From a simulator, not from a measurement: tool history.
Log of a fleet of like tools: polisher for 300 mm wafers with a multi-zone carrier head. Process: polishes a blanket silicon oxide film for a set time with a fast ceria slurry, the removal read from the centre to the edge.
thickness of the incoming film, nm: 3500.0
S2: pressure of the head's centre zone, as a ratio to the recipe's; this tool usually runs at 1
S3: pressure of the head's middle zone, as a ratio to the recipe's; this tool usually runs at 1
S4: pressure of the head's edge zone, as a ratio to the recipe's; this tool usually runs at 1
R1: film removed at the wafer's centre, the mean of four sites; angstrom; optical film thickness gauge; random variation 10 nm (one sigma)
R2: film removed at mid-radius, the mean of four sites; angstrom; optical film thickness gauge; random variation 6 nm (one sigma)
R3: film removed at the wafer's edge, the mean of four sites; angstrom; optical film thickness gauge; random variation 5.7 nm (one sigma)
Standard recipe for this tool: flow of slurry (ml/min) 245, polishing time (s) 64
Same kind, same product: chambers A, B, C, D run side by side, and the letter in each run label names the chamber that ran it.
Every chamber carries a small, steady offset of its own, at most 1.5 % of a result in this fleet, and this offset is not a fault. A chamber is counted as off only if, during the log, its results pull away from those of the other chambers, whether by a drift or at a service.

-- hour=2.5 chamber D: worn pad replaced by a new one
run 1A hour=11.8 | flow_of_slurry_(ml/min)=245 S2=1 S3=1 S4=1 polishing_time_(s)=64 | R1=7942.3 R2=8130.9 R3=8113.8
-- hour=17.8 chamber C: worn pad replaced by a new one
run 2B hour=21.8 | flow_of_slurry_(ml/min)=245 S2=1 S3=1 S4=1 polishing_time_(s)=64 | R1=7961.6 R2=8164.7 R3=8102.5
-- hour=22.6 chamber B: worn pad replaced by a new one
run 3D hour=28.2 | flow_of_slurry_(ml/min)=245 S2=1 S3=1 S4=1 polishing_time_(s)=64 | R1=7991.3 R2=8155.5 R3=8141.4
run 4C hour=33.8 | flow_of_slurry_(ml/min)=245 S2=1 S3=1 S4=1 polishing_time_(s)=64 | R1=8274 R2=8162 R3=8033.8
-- hour=38.9 chamber A: slurry nozzle cleaned
-- hour=39.7 chamber A: worn pad replaced by a new one
-- hour=45.3 chamber A: centre zone pressure recalibrated
run 5B hour=45.7 | flow_of_slurry_(ml/min)=245 S2=1 S3=1 S4=1 polishing_time_(s)=64 | R1=8057.4 R2=8219 R3=8114.2
run 6C hour=56.6 | flow_of_slurry_(ml/min)=245 S2=1 S3=1 S4=1 polishing_time_(s)=64 | R1=8087.4 R2=8069.7 R3=8040.3
-- hour=64.3 chamber C: slurry nozzle cleaned
run 7D hour=64.7 | flow_of_slurry_(ml/min)=245 S2=1 S3=1 S4=1 polishing_time_(s)=64 | R1=8222.1 R2=8182.9 R3=8162.2
run 8A hour=75 | flow_of_slurry_(ml/min)=245 S2=1 S3=1 S4=1 polishing_time_(s)=64 | R1=8168.1 R2=8197 R3=8088.8
-- hour=82.4 chamber D: worn pad replaced by a new one
run 9A hour=84.7 | flow_of_slurry_(ml/min)=245 S2=1 S3=1 S4=1 polishing_time_(s)=64 | R1=8289.4 R2=8275 R3=8216.1
run 10D hour=91.4 | flow_of_slurry_(ml/min)=245 S2=1 S3=1 S4=1 polishing_time_(s)=64 | R1=8302.7 R2=8042.6 R3=8102.4
-- hour=93.7 chamber B: worn pad replaced by a new one
-- hour=93.9 chamber C: worn pad replaced by a new one
run 11C hour=102.7 | flow_of_slurry_(ml/min)=245 S2=1 S3=1 S4=1 polishing_time_(s)=64 | R1=8116.3 R2=8122.2 R3=8147.6
-- hour=106.3 chamber A: worn pad replaced by a new one
run 12B hour=114.2 | flow_of_slurry_(ml/min)=245 S2=1 S3=1 S4=1 polishing_time_(s)=64 | R1=8223.3 R2=8186.8 R3=8196.9
-- hour=120.6 chamber D: edge zone pressure recalibrated
-- hour=123.5 chamber B: edge zone pressure recalibrated
run 13D hour=125.3 | flow_of_slurry_(ml/min)=245 S2=1 S3=1 S4=1 polishing_time_(s)=64 | R1=8173.9 R2=8190 R3=8118.9
run 14C hour=134.6 | flow_of_slurry_(ml/min)=245 S2=1 S3=1 S4=1 polishing_time_(s)=64 | R1=8084.1 R2=8154.2 R3=8127.2
run 15B hour=142.2 | flow_of_slurry_(ml/min)=245 S2=1 S3=1 S4=1 polishing_time_(s)=64 | R1=8103.4 R2=8124.1 R3=8093.1
run 16A hour=154.9 | flow_of_slurry_(ml/min)=245 S2=1 S3=1 S4=1 polishing_time_(s)=64 | R1=7957.5 R2=8221.9 R3=8173.2
run 17C hour=163.4 | flow_of_slurry_(ml/min)=245 S2=1 S3=1 S4=1 polishing_time_(s)=64 | R1=8129 R2=8097.3 R3=8154.3
-- hour=165.5 chamber D: worn pad replaced by a new one
-- hour=166.3 chamber B: worn pad replaced by a new one
run 18D hour=169.7 | flow_of_slurry_(ml/min)=245 S2=1 S3=1 S4=1 polishing_time_(s)=64 | R1=8297.3 R2=8098.3 R3=8121.8
-- hour=171.2 chamber C: worn pad replaced by a new one
-- hour=174.6 chamber A: worn pad replaced by a new one
run 19A hour=175.5 | flow_of_slurry_(ml/min)=245 S2=1 S3=1 S4=1 polishing_time_(s)=64 | R1=8035.8 R2=8319.5 R3=7976.2
run 20B hour=183 | flow_of_slurry_(ml/min)=245 S2=1 S3=1 S4=1 polishing_time_(s)=64 | R1=8109.9 R2=8116.6 R3=8091.9
run 21B hour=190.7 | flow_of_slurry_(ml/min)=245 S2=1 S3=1 S4=1 polishing_time_(s)=64 | R1=8011.9 R2=8203.9 R3=8128.7
run 22A hour=198.2 | flow_of_slurry_(ml/min)=245 S2=1 S3=1 S4=1 polishing_time_(s)=64 | R1=8108.3 R2=8178.1 R3=8122.8
run 23D hour=210.8 | flow_of_slurry_(ml/min)=245 S2=1 S3=1 S4=1 polishing_time_(s)=64 | R1=8383.8 R2=8162.7 R3=8176.1
run 24C hour=219.2 | flow_of_slurry_(ml/min)=245 S2=1 S3=1 S4=1 polishing_time_(s)=64 | R1=8036.9 R2=8074.6 R3=8064.8
run 25D hour=226.2 | flow_of_slurry_(ml/min)=170 S2=1 S3=1 S4=1.05 polishing_time_(s)=64 | R1=7786.4 R2=7857.3 R3=7977.3
run 26C hour=232.6 | flow_of_slurry_(ml/min)=170 S2=1 S3=1 S4=1.05 polishing_time_(s)=64 | R1=7698.9 R2=7671.9 R3=8019.8
-- hour=233 chamber B: worn pad replaced by a new one
-- hour=237.4 chamber D: worn pad replaced by a new one
run 27A hour=239.3 | flow_of_slurry_(ml/min)=170 S2=1 S3=1 S4=1.05 polishing_time_(s)=64 | R1=7730.9 R2=7690.2 R3=7919.6
run 28B hour=246.2 | flow_of_slurry_(ml/min)=170 S2=1 S3=1 S4=1.05 polishing_time_(s)=64 | R1=7545.1 R2=7711.8 R3=8036.9
-- hour=251.5 chamber C: worn pad replaced by a new one
-- hour=254.4 chamber A: worn pad replaced by a new one
run 29B hour=255.7 | flow_of_slurry_(ml/min)=245 S2=1 S3=1 S4=1 polishing_time_(s)=64 | R1=8197 R2=8134.4 R3=8127.6
run 30A hour=263.9 | flow_of_slurry_(ml/min)=245 S2=1 S3=1 S4=1 polishing_time_(s)=64 | R1=7920.2 R2=8153.9 R3=8101.7
run 31D hour=274.3 | flow_of_slurry_(ml/min)=245 S2=1 S3=1 S4=1 polishing_time_(s)=64 | R1=8681.1 R2=8093.4 R3=8213.3
run 32C hour=282 | flow_of_slurry_(ml/min)=245 S2=1 S3=1 S4=1 polishing_time_(s)=64 | R1=8183.9 R2=8047.4 R3=8107.3
run 33D hour=288.5 | flow_of_slurry_(ml/min)=245 S2=0.92 S3=1 S4=0.93 polishing_time_(s)=64 | R1=8128.3 R2=8194.3 R3=7824.4
-- hour=294.1 chamber B: slurry nozzle cleaned
run 34B hour=297.8 | flow_of_slurry_(ml/min)=245 S2=0.92 S3=1 S4=0.93 polishing_time_(s)=64 | R1=7420.4 R2=8184.8 R3=7836.8
-- hour=301.1 chamber A: edge zone pressure recalibrated
run 35A hour=309.3 | flow_of_slurry_(ml/min)=245 S2=0.92 S3=1 S4=0.93 polishing_time_(s)=64 | R1=7420.4 R2=8011.9 R3=7840.8
-- hour=312.2 chamber D: worn pad replaced by a new one
-- hour=312.2 chamber B: worn pad replaced by a new one
run 36C hour=316.1 | flow_of_slurry_(ml/min)=245 S2=0.92 S3=1 S4=0.93 polishing_time_(s)=64 | R1=7470.4 R2=8043.4 R3=7757.9
-- hour=320.5 chamber C: worn pad replaced by a new one
run 37D hour=326.1 | flow_of_slurry_(ml/min)=245 S2=1 S3=1.05 S4=1 polishing_time_(s)=64 | R1=9063.8 R2=8553.4 R3=8048.7
-- hour=331.9 chamber C: edge zone pressure recalibrated
run 38B hour=333.3 | flow_of_slurry_(ml/min)=245 S2=1 S3=1.05 S4=1 polishing_time_(s)=64 | R1=8176.8 R2=8563 R3=8215.2
-- hour=334.2 chamber A: worn pad replaced by a new one
-- hour=336.4 chamber A: slurry nozzle cleaned
run 39C hour=346.2 | flow_of_slurry_(ml/min)=245 S2=1 S3=1.05 S4=1 polishing_time_(s)=64 | R1=8294.2 R2=8382 R3=8070.8
run 40A hour=357.2 | flow_of_slurry_(ml/min)=245 S2=1 S3=1.05 S4=1 polishing_time_(s)=64 | R1=8233.6 R2=8611.5 R3=8113.9
run 41A hour=363.9 | flow_of_slurry_(ml/min)=245 S2=1 S3=1 S4=1 polishing_time_(s)=64 | R1=7998.2 R2=8195.8 R3=8147.3

Decide between three cases: one chamber stands off from its peers, the gauge reading all wafers drifts, or nothing is wrong past each chamber's small offset. Where a chamber is off, say which and what most likely put it there.

Chamber D drifts away from the others.
Most likely cause: centre zone's pressure above its setpoint, % = 10.4.

Chamber D could run next with any of the 4 candidate recipes listed below; each alters the usual settings, and their results appear as question marks. Which one brings its results back in line with what the other chambers deliver on the usual settings?
Allowed miss from the other chambers' usual-settings mean, per result, to count as in line: R1 360 angstrom; R2 210 angstrom; R3 200 angstrom
run 42D-1 hour=373.3 | flow_of_slurry_(ml/min)=240 S2=0.91 S3=1.02 S4=1.03 polishing_time_(s)=63 | R1=? R2=? R3=?
run 42D-2 hour=373.3 | flow_of_slurry_(ml/min)=245 S2=1.03 S3=0.99 S4=0.99 polishing_time_(s)=64 | R1=? R2=? R3=?
run 42D-3 hour=373.3 | flow_of_slurry_(ml/min)=250 S2=1.09 S3=0.98 S4=0.97 polishing_time_(s)=65 | R1=? R2=? R3=?
run 42D-4 hour=373.3 | flow_of_slurry_(ml/min)=245 S2=0.97 S3=1.01 S4=1.01 polishing_time_(s)=64 | R1=? R2=? R3=?

Mean of the other chambers on the usual settings: R1 8122.7 angstrom; R2 8148.2 angstrom; R3 8115.7 angstrom
run=42D-1 R1=8115.9 R2=8113.4 R3=8105
run=42D-2 R1=9478.1 R2=8035.7 R3=8079.9
run=42D-3 R1=10268 R2=8102.5 R3=8133.9
run=42D-4 R1=8873 R2=8185.7 R3=8163.8
The answer is 42D-1, which returns the chamber to within the allowed miss of the others.

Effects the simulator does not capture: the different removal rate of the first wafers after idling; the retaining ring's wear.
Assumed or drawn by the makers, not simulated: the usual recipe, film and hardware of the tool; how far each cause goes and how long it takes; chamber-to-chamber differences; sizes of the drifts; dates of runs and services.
